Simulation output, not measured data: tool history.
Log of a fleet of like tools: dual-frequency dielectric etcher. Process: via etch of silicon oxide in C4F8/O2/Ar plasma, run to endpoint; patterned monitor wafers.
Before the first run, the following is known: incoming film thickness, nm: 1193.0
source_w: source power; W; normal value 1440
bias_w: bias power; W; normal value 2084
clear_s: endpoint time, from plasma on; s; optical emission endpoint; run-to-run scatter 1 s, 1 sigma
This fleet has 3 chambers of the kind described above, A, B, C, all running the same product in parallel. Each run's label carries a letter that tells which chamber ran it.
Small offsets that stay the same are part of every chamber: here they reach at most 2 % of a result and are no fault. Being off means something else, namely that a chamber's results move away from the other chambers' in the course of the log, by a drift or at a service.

run   hour  source_w  bias_w  hours since the last wet clean  hours since the last source power generator calibration  hours since the last bias power generator calibration  clear_s
 1C    4.9      1440    2084                           202.2                                                   1203.1                                                 2179.3   261.89
 2A   10.1      1440    2084                           206.7                                                   1667.4                                                 1663.3   263.89
 3B   15.6      1440    2084                           298.0                                                   1417.0                                                 3296.0   265.66
 4A   20.6      1440    2084                           217.2                                                   1677.9                                                 1673.8   265.37
 5B   24.3      1440    2084                           306.7                                                   1425.7                                                 3304.7   263.92
 6C   29.5      1440    2084                           226.8                                                   1227.7                                                 2203.9   261.04
 7A   34.0      1440    2084                           230.6                                                   1691.3                                                 1687.2   263.79
 8C   41.4      1440    2352                           238.7                                                   1239.6                                                 2215.8   251.57
 9B   45.6      1440    2352                           328.0                                                   1447.0                                                 3326.0   254.91
10A   50.7      1440    2352                           247.3                                                   1708.0                                                 1703.9   254.74
11C   58.6      1440    2084                           255.9                                                   1256.8                                                 2233.0   260.17
12B   63.9      1440    2084                           346.3                                                   1465.3                                                 3344.3   264.45
13B   71.4      1230    1698                           353.8                                                   1472.8                                                 3351.8   299.30
14A   77.0      1230    1698                           273.6                                                   1734.3                                                 1730.2   298.64
15C   81.4      1230    1698                           278.7                                                   1279.6                                                 2255.8   296.39
      83.4  -- chamber B: wet clean of the chamber
16A   85.8      1440    2084                           282.4                                                   1743.1                                                 1739.0   264.39
17B   90.3      1110    1770                             7.0                                                   1491.7                                                 3370.7   325.32
18C   97.1      1110    1770                           294.4                                                   1295.3                                                 2271.5   302.81
19A  102.8      1110    1770                           299.4                                                   1760.1                                                 1756.0   308.65
20B  109.1      1440    2084                            25.8                                                   1510.5                                                 3389.5   278.99
21C  112.9      1440    2084                           310.2                                                   1311.1                                                 2287.3   260.48
22C  119.4      1190    2238                           316.7                                                   1317.6                                                 2293.8   273.95
23B  125.2      1190    2238                            41.9                                                   1526.6                                                 3405.6   296.00
24A  129.8      1190    2238                           326.4                                                   1787.1                                                 1783.0   277.64
25C  133.6      1440    2084                           330.9                                                   1331.8                                                 2308.0   261.82
26B  137.3      1120    2594                            54.0                                                   1538.7                                                 3417.7   290.23
27A  143.5      1120    2594                           340.1                                                   1800.8                                                 1796.7   273.36
28C  149.6      1120    2594                           346.9                                                   1347.8                                                 2324.0   267.03
29B  154.8      1440    2084                            71.5                                                   1556.2                                                 3435.2   278.13
30A  162.3      1440    2084                           358.9                                                   1819.6                                                 1815.5   263.45
31B  166.4      1590    2084                            83.1                                                   1567.8                                                 3446.8   267.79
32C  170.4      1590    2084                           367.7                                                   1368.6                                                 2344.8   250.64
33A  177.5      1590    2084                           374.1                                                   1834.8                                                 1830.7   253.21
34A  181.9      1440    2084                           378.5                                                   1839.2                                                 1835.1   265.17
35B  186.1      1440    2084                           102.8                                                   1587.5                                                 3466.5   280.68
36C  193.6      1630    1669                           390.9                                                   1391.8                                                 2368.0   265.87
     199.1  -- chamber A: wet clean of the chamber
37C  200.0      1630    1669                           397.3                                                   1398.2                                                 2374.4   263.05
38A  206.4      1630    1669                             7.4                                                   1863.7                                                 1859.6   267.92
39B  214.3      1440    2084                           131.0                                                   1615.7                                                 3494.7   278.44
40B  220.3      1440    2084                           137.0                                                   1621.7                                                 3500.7   280.23
41C  227.0      1440    2084                           424.3                                                   1425.2                                                 2401.4   260.71
42A  230.9      1440    2084                            31.9                                                   1888.2                                                 1884.1   262.52
43A  238.9      1650    1900                            39.9                                                   1896.2                                                 1892.1   256.43

For the next run the whole fleet of 3 chambers uses the same settings. Give each chamber's results:
44A  244.7      1440    2084                                                                                                                                                        ?
44B  244.7      1440    2084                                                                                                                                                        ?
44C  244.7      1440    2084                                                                                                                                                        ?

run  clear_s
44A   264.23
44B   277.94
44C   259.75
